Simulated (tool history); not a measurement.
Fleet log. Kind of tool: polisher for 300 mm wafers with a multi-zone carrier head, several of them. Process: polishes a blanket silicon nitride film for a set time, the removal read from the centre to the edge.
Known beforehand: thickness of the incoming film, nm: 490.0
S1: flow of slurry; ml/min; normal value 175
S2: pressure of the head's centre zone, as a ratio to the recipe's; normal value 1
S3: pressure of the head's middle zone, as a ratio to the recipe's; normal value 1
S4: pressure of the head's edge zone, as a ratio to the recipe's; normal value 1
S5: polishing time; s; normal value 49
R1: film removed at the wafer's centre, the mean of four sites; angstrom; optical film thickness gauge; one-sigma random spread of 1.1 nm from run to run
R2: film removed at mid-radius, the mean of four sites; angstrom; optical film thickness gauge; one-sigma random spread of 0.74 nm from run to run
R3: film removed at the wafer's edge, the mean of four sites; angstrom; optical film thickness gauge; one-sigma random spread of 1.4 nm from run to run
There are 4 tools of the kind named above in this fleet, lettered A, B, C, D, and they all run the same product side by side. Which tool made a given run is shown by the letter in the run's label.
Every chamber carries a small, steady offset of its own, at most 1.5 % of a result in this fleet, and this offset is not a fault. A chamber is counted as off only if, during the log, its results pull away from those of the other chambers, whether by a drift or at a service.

{"run": "1C", "hour": 12.4, "S1": 175, "S2": 1, "S3": 1, "S4": 1, "S5": 49, "R1": 1126.5, "R2": 1132.6, "R3": 1141.5}
{"run": "2A", "hour": 21.5, "S1": 175, "S2": 1, "S3": 1, "S4": 1, "S5": 49, "R1": 1139.8, "R2": 1140.2, "R3": 1156.5}
{"hour": 23.8, "done": "chamber C: worn pad replaced by a new one"}
{"run": "3B", "hour": 33.3, "S1": 175, "S2": 1, "S3": 1, "S4": 1, "S5": 49, "R1": 1142.1, "R2": 1154.5, "R3": 1123.3}
{"run": "4D", "hour": 39.8, "S1": 175, "S2": 1, "S3": 1, "S4": 1, "S5": 49, "R1": 1120.5, "R2": 1141.8, "R3": 1134}
{"hour": 42.4, "done": "chamber D: worn pad replaced by a new one"}
{"run": "5B", "hour": 51.2, "S1": 175, "S2": 1, "S3": 1, "S4": 1, "S5": 49, "R1": 1132.4, "R2": 1138.3, "R3": 1126.3}
{"hour": 53.0, "done": "chamber B: worn pad replaced by a new one"}
{"run": "6A", "hour": 60.8, "S1": 175, "S2": 1, "S3": 1, "S4": 1, "S5": 49, "R1": 1146.6, "R2": 1129.4, "R3": 1160.4}
{"run": "7D", "hour": 68.3, "S1": 230, "S2": 1.05, "S3": 1, "S4": 1, "S5": 49, "R1": 1231.7, "R2": 1193.5, "R3": 1170}
{"run": "8C", "hour": 75.4, "S1": 230, "S2": 1.05, "S3": 1, "S4": 1, "S5": 49, "R1": 1242, "R2": 1174.1, "R3": 1172.6}
{"hour": 77.0, "done": "chamber B: centre zone pressure recalibrated"}
{"run": "9A", "hour": 81.7, "S1": 230, "S2": 1.05, "S3": 1, "S4": 1, "S5": 49, "R1": 1248.7, "R2": 1160.8, "R3": 1181.3}
{"run": "10D", "hour": 93.6, "S1": 230, "S2": 1.05, "S3": 1, "S4": 1, "S5": 49, "R1": 1246.4, "R2": 1186.1, "R3": 1138.6}
{"run": "11C", "hour": 103.5, "S1": 175, "S2": 1, "S3": 1, "S4": 0.93, "S5": 49, "R1": 1146.4, "R2": 1143.3, "R3": 1095.8}
{"hour": 109.0, "done": "chamber D: centre zone pressure recalibrated"}
{"run": "12B", "hour": 110.3, "S1": 175, "S2": 1, "S3": 1, "S4": 0.93, "S5": 49, "R1": 1118.5, "R2": 1148.2, "R3": 1097.5}
{"hour": 115.8, "done": "chamber D: worn pad replaced by a new one"}
{"run": "13A", "hour": 119.8, "S1": 175, "S2": 1, "S3": 1, "S4": 0.93, "S5": 49, "R1": 1120, "R2": 1110.9, "R3": 1107}
{"run": "14C", "hour": 129.6, "S1": 175, "S2": 1, "S3": 1, "S4": 0.93, "S5": 49, "R1": 1140.7, "R2": 1116.9, "R3": 1102}
{"hour": 129.9, "done": "chamber A: worn pad replaced by a new one"}
{"hour": 138.6, "done": "chamber C: worn pad replaced by a new one"}
{"run": "15D", "hour": 143.7, "S1": 175, "S2": 1, "S3": 1, "S4": 1, "S5": 49, "R1": 1131.9, "R2": 1143.5, "R3": 1140.1}
{"run": "16B", "hour": 150.4, "S1": 175, "S2": 1, "S3": 1, "S4": 1, "S5": 49, "R1": 1160, "R2": 1138.7, "R3": 1138.9}
{"run": "17B", "hour": 159.1, "S1": 175, "S2": 1, "S3": 1, "S4": 1, "S5": 49, "R1": 1176.3, "R2": 1152.1, "R3": 1114.6}
{"run": "18A", "hour": 166.2, "S1": 175, "S2": 1, "S3": 1, "S4": 1, "S5": 49, "R1": 1131.1, "R2": 1106.5, "R3": 1127.7}
{"hour": 174.9, "done": "chamber D: slurry nozzle cleaned"}
{"run": "19D", "hour": 176.0, "S1": 175, "S2": 1, "S3": 1, "S4": 1, "S5": 49, "R1": 1111.5, "R2": 1151.7, "R3": 1132.7}
{"run": "20C", "hour": 186.7, "S1": 175, "S2": 1, "S3": 1, "S4": 1, "S5": 49, "R1": 1138.8, "R2": 1130.2, "R3": 1153.8}
{"run": "21D", "hour": 198.6, "S1": 175, "S2": 1, "S3": 1, "S4": 1, "S5": 49, "R1": 1139.7, "R2": 1148.4, "R3": 1144.1}
{"hour": 205.4, "done": "chamber D: worn pad replaced by a new one"}
{"run": "22C", "hour": 212.0, "S1": 175, "S2": 1, "S3": 1, "S4": 1, "S5": 49, "R1": 1145, "R2": 1133.6, "R3": 1158.1}
{"hour": 213.9, "done": "chamber B: worn pad replaced by a new one"}
{"run": "23B", "hour": 219.9, "S1": 175, "S2": 1, "S3": 1, "S4": 1, "S5": 49, "R1": 1143.8, "R2": 1146.7, "R3": 1142.2}
{"run": "24A", "hour": 230.9, "S1": 175, "S2": 1, "S3": 1, "S4": 1, "S5": 49, "R1": 1093.1, "R2": 1088.1, "R3": 1159.5}
{"run": "25D", "hour": 240.6, "S1": 175, "S2": 1, "S3": 1, "S4": 1, "S5": 49, "R1": 1117.3, "R2": 1147, "R3": 1119.2}
{"hour": 244.6, "done": "chamber C: worn pad replaced by a new one"}
{"run": "26B", "hour": 252.3, "S1": 175, "S2": 1, "S3": 1, "S4": 1, "S5": 49, "R1": 1135.9, "R2": 1130.5, "R3": 1138.2}
{"run": "27C", "hour": 264.6, "S1": 175, "S2": 1, "S3": 1, "S4": 1, "S5": 49, "R1": 1132.1, "R2": 1134.2, "R3": 1147.7}
{"hour": 265.5, "done": "chamber A: centre zone pressure recalibrated"}
{"hour": 274.5, "done": "chamber D: worn pad replaced by a new one"}
{"run": "28A", "hour": 275.1, "S1": 175, "S2": 1, "S3": 1, "S4": 1, "S5": 49, "R1": 1063.4, "R2": 1070.8, "R3": 1108.3}
{"run": "29B", "hour": 288.7, "S1": 175, "S2": 1, "S3": 1, "S4": 1, "S5": 49, "R1": 1114.4, "R2": 1148.4, "R3": 1138.7}
{"hour": 295.2, "done": "chamber D: edge zone pressure recalibrated"}
{"run": "30D", "hour": 296.5, "S1": 175, "S2": 1, "S3": 1, "S4": 1, "S5": 49, "R1": 1143.4, "R2": 1152.2, "R3": 1129.2}
{"run": "31A", "hour": 307.1, "S1": 175, "S2": 1, "S3": 1, "S4": 1, "S5": 49, "R1": 1061.3, "R2": 1048.4, "R3": 1098}
{"hour": 307.6, "done": "chamber A: worn pad replaced by a new one"}
{"run": "32C", "hour": 315.8, "S1": 175, "S2": 1, "S3": 1, "S4": 1, "S5": 49, "R1": 1126.7, "R2": 1140.5, "R3": 1154.8}
{"run": "33D", "hour": 322.3, "S1": 175, "S2": 1, "S3": 1, "S4": 1, "S5": 49, "R1": 1112.1, "R2": 1165.1, "R3": 1132.4}
{"run": "34B", "hour": 331.9, "S1": 175, "S2": 1, "S3": 1, "S4": 1, "S5": 49, "R1": 1140.6, "R2": 1136.9, "R3": 1128.8}
{"run": "35A", "hour": 340.4, "S1": 175, "S2": 1, "S3": 1, "S4": 1, "S5": 49, "R1": 1052.4, "R2": 1042.5, "R3": 1097.3}
{"hour": 345.7, "done": "chamber D: worn pad replaced by a new one"}
{"run": "36C", "hour": 347.8, "S1": 175, "S2": 1, "S3": 1, "S4": 1, "S5": 49, "R1": 1140.8, "R2": 1138.3, "R3": 1157.5}
{"run": "37D", "hour": 357.1, "S1": 175, "S2": 1, "S3": 1, "S4": 1, "S5": 49, "R1": 1139.2, "R2": 1138.6, "R3": 1127.5}
{"hour": 364.3, "done": "chamber C: worn pad replaced by a new one"}
{"run": "38C", "hour": 371.2, "S1": 175, "S2": 1, "S3": 1, "S4": 1, "S5": 49, "R1": 1135.5, "R2": 1140.4, "R3": 1169.5}
{"hour": 379.2, "done": "chamber B: worn pad replaced by a new one"}
{"run": "39B", "hour": 379.3, "S1": 175, "S2": 1, "S3": 1, "S4": 1, "S5": 49, "R1": 1145.3, "R2": 1148.6, "R3": 1126.1}

Is one chamber out of step, is the gauge drifting, or do the chambers differ by no more than their own small offsets? For an off chamber, give its letter and the likeliest cause.

It is chamber A that slowly wanders off from its peers.
Cause: slurry flow missing at the pad, % = 40.5.

Here are 4 candidates for chamber A's next run, each the usual settings with a change, their results left as question marks. Which one brings its results back in line with what the others give on the usual settings?
A result is in line if it is within this distance of the other chambers' mean on the usual settings: R1 37 angstrom; R2 26 angstrom; R3 47 angstrom
{"run": "40A-1", "hour": 389.7, "S1": 180, "S2": 1.01, "S3": 1.02, "S4": 0.98, "S5": 51, "R1": "?", "R2": "?", "R3": "?"}
{"run": "40A-2", "hour": 389.7, "S1": 170, "S2": 0.99, "S3": 0.98, "S4": 1.02, "S5": 47, "R1": "?", "R2": "?", "R3": "?"}
{"run": "40A-3", "hour": 389.7, "S1": 185, "S2": 1.03, "S3": 1.04, "S4": 0.97, "S5": 53, "R1": "?", "R2": "?", "R3": "?"}
{"run": "40A-4", "hour": 389.7, "S1": 165, "S2": 0.97, "S3": 0.96, "S4": 1.03, "S5": 46, "R1": "?", "R2": "?", "R3": "?"}

The mean the other chambers reach with the usual settings: R1 1138.1 angstrom; R2 1140.7 angstrom; R3 1137.6 angstrom
run=40A-1 R1=1073.7 R2=1077.7 R3=1102.8
run=40A-2 R1=950.96 R2=942.64 R3=1027.8
run=40A-3 R1=1149.3 R2=1148.2 R3=1145.1
run=40A-4 R1=901.35 R2=897.81 R3=1005.8
40A-3 is the one that brings the chamber's results back in line with the other chambers.
